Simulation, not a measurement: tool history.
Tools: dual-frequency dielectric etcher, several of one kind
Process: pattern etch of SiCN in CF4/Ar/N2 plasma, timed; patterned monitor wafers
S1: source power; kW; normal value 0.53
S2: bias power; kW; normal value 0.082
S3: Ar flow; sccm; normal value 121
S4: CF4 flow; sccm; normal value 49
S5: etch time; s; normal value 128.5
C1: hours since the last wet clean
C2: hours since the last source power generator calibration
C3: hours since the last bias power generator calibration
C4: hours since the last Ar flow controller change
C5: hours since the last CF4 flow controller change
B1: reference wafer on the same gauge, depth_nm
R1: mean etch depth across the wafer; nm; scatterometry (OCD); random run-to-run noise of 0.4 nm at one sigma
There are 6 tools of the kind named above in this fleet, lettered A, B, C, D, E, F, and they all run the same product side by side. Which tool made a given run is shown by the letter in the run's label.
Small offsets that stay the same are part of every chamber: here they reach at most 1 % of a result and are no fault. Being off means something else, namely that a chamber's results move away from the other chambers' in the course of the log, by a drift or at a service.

At hour 3.8: chamber D: bias power generator calibrated.
Run 1F, hour 11: usual settings; C1 148; C2 1561.1; C3 913.5; C4 1788.9; C5 978; B1 100.04. Result: R1 122.5 nm.
Run 2E, hour 23.8: usual settings; C1 134.8; C2 498.5; C3 1412.7; C4 1235.7; C5 267.2; B1 100.09. Result: R1 123.19 nm.
Run 3C, hour 37.3: usual settings; C1 158; C2 1938.4; C3 2201.5; C4 4993; C5 1032.6; B1 100. Result: R1 122.89 nm.
Run 4D, hour 47.2: usual settings; C1 108; C2 1068.7; C3 43.4; C4 2109; C5 3539.4; B1 99.987. Result: R1 122.75 nm.
Run 5B, hour 59.9: usual settings; C1 473.8; C2 3463.2; C3 572; C4 1050.4; C5 3815.8; B1 99.998. Result: R1 122.27 nm.
Run 6A, hour 68.7: usual settings; C1 227.5; C2 4465.2; C3 424.3; C4 2054.8; C5 2607.7; B1 100.01. Result: R1 122.78 nm.
Run 7A, hour 82.1: usual settings but S2 0.096 kW, S5 161.5 s; C1 240.9; C2 4478.6; C3 437.7; C4 2068.2; C5 2621.1; B1 99.994. Result: R1 163.48 nm.
Run 8D, hour 93.1: usual settings but S2 0.096 kW, S5 161.5 s; C1 153.9; C2 1114.6; C3 89.3; C4 2154.9; C5 3585.3; B1 99.902. Result: R1 163.99 nm.
Run 9C, hour 105.6: usual settings but S2 0.096 kW, S5 161.5 s; C1 226.3; C2 2006.7; C3 2269.8; C4 5061.3; C5 1100.9; B1 99.986. Result: R1 165.03 nm.
Run 10F, hour 115.6: usual settings but S2 0.096 kW, S5 161.5 s; C1 252.6; C2 1665.7; C3 1018.1; C4 1893.5; C5 1082.6; B1 99.927. Result: R1 162.71 nm.
Run 11E, hour 124.3: usual settings but S2 0.096 kW, S5 161.5 s; C1 235.3; C2 599; C3 1513.2; C4 1336.2; C5 367.7; B1 100.09. Result: R1 165.44 nm.
Run 12B, hour 134.2: usual settings but S2 0.096 kW, S5 161.5 s; C1 548.1; C2 3537.5; C3 646.3; C4 1124.7; C5 3890.1; B1 100.02. Result: R1 163.18 nm.
Run 13A, hour 144.8: usual settings; C1 303.6; C2 4541.3; C3 500.4; C4 2130.9; C5 2683.8; B1 99.995. Result: R1 122.25 nm.
Run 14C, hour 152.2: usual settings; C1 272.9; C2 2053.3; C3 2316.4; C4 5107.9; C5 1147.5; B1 99.985. Result: R1 123.36 nm.
Run 15D, hour 163.7: usual settings; C1 224.5; C2 1185.2; C3 159.9; C4 2225.5; C5 3655.9; B1 99.982. Result: R1 121.8 nm.
Run 16F, hour 172.9: usual settings; C1 309.9; C2 1723; C3 1075.4; C4 1950.8; C5 1139.9; B1 99.952. Result: R1 121.87 nm.
Run 17E, hour 180.6: usual settings; C1 291.6; C2 655.3; C3 1569.5; C4 1392.5; C5 424; B1 99.957. Result: R1 122.85 nm.
At hour 184: chamber B: wet clean of the chamber.
Run 18B, hour 190.8: usual settings; C1 6.8; C2 3594.1; C3 702.9; C4 1181.3; C5 3946.7; B1 100. Result: R1 121.91 nm.
At hour 196.1: chamber A: CF4 flow controller replaced.
Run 19C, hour 201.6: usual settings but S4 44 sccm; C1 322.3; C2 2102.7; C3 2365.8; C4 5157.3; C5 1196.9; B1 100.07. Result: R1 121.7 nm.
Run 20D, hour 214.5: usual settings but S4 44 sccm; C1 275.3; C2 1236; C3 210.7; C4 2276.3; C5 3706.7; B1 99.916. Result: R1 119.73 nm.
Run 21A, hour 222.7: usual settings but S4 44 sccm; C1 381.5; C2 4619.2; C3 578.3; C4 2208.8; C5 26.7; B1 99.922. Result: R1 120.39 nm.
Run 22B, hour 235.2: usual settings but S4 44 sccm; C1 51.2; C2 3638.5; C3 747.3; C4 1225.7; C5 3991.1; B1 100.03. Result: R1 119.83 nm.
Run 23E, hour 247.4: usual settings but S4 44 sccm; C1 358.4; C2 722.1; C3 1636.3; C4 1459.3; C5 490.8; B1 100.04. Result: R1 121.18 nm.
Run 24F, hour 255.1: usual settings but S4 44 sccm; C1 392.1; C2 1805.2; C3 1157.6; C4 2033; C5 1222.1; B1 100.03. Result: R1 119.77 nm.
Run 25E, hour 265.7: usual settings; C1 376.7; C2 740.4; C3 1654.6; C4 1477.6; C5 509.1; B1 99.946. Result: R1 123.26 nm.
Run 26B, hour 273.7: usual settings; C1 89.7; C2 3677; C3 785.8; C4 1264.2; C5 4029.6; B1 99.947. Result: R1 121.52 nm.
Run 27A, hour 284.7: usual settings; C1 443.5; C2 4681.2; C3 640.3; C4 2270.8; C5 88.7; B1 100.05. Result: R1 122.23 nm.
At hour 285: chamber D: wet clean of the chamber.
Run 28F, hour 292.8: usual settings; C1 429.8; C2 1842.9; C3 1195.3; C4 2070.7; C5 1259.8; B1 100.02. Result: R1 122.35 nm.
Run 29C, hour 299.1: usual settings but S1 0.48 kW, S2 0.064 kW; C1 419.8; C2 2200.2; C3 2463.3; C4 5254.8; C5 1294.4; B1 99.966. Result: R1 106.23 nm.
Run 30D, hour 311.3: usual settings but S1 0.48 kW, S2 0.064 kW; C1 26.3; C2 1332.8; C3 307.5; C4 2373.1; C5 3803.5; B1 100.03. Result: R1 102.35 nm.
At hour 315.2: chamber E: wet clean of the chamber.
Run 31A, hour 320.3: usual settings but S1 0.48 kW, S2 0.064 kW; C1 479.1; C2 4716.8; C3 675.9; C4 2306.4; C5 124.3; B1 99.945. Result: R1 102.12 nm.
Run 32F, hour 326.6: usual settings but S1 0.48 kW, S2 0.064 kW; C1 463.6; C2 1876.7; C3 1229.1; C4 2104.5; C5 1293.6; B1 100.01. Result: R1 102.26 nm.
Run 33E, hour 334.6: usual settings but S1 0.48 kW, S2 0.064 kW; C1 19.4; C2 809.3; C3 1723.5; C4 1546.5; C5 578; B1 100.03. Result: R1 102.66 nm.
Run 34C, hour 344.7: usual settings but S1 0.48 kW, S2 0.064 kW; C1 465.4; C2 2245.8; C3 2508.9; C4 5300.4; C5 1340; B1 99.917. Result: R1 106.97 nm.
At hour 355.4: chamber B: source power generator calibrated.
Run 35B, hour 356.9: usual settings; C1 172.9; C2 1.6; C3 869; C4 1347.4; C5 4112.8; B1 99.943. Result: R1 121.63 nm.
Run 36D, hour 364.7: usual settings; C1 79.7; C2 1386.2; C3 360.9; C4 2426.5; C5 3856.9; B1 99.969. Result: R1 122.3 nm.
Run 37A, hour 374.7: usual settings; C1 533.5; C2 4771.2; C3 730.3; C4 2360.8; C5 178.7; B1 99.974. Result: R1 122.26 nm.
Run 38D, hour 382: usual settings; C1 97; C2 1403.5; C3 378.2; C4 2443.8; C5 3874.2; B1 99.948. Result: R1 121.68 nm.
Run 39E, hour 391.6: usual settings; C1 76.4; C2 866.3; C3 1780.5; C4 1603.5; C5 635; B1 100.05. Result: R1 123.13 nm.

Predict what each chamber gives when all 6 of them run the settings below next.
Run 40A, hour 401.4: usual settings. Result: R1 ?.
Run 40B, hour 401.4: usual settings. Result: R1 ?.
Run 40C, hour 401.4: usual settings. Result: R1 ?.
Run 40D, hour 401.4: usual settings. Result: R1 ?.
Run 40E, hour 401.4: usual settings. Result: R1 ?.
Run 40F, hour 401.4: usual settings. Result: R1 ?.

run      R1
40A   122.6
40B  121.65
40C  128.74
40D  122.17
40E   122.4
40F  122.38
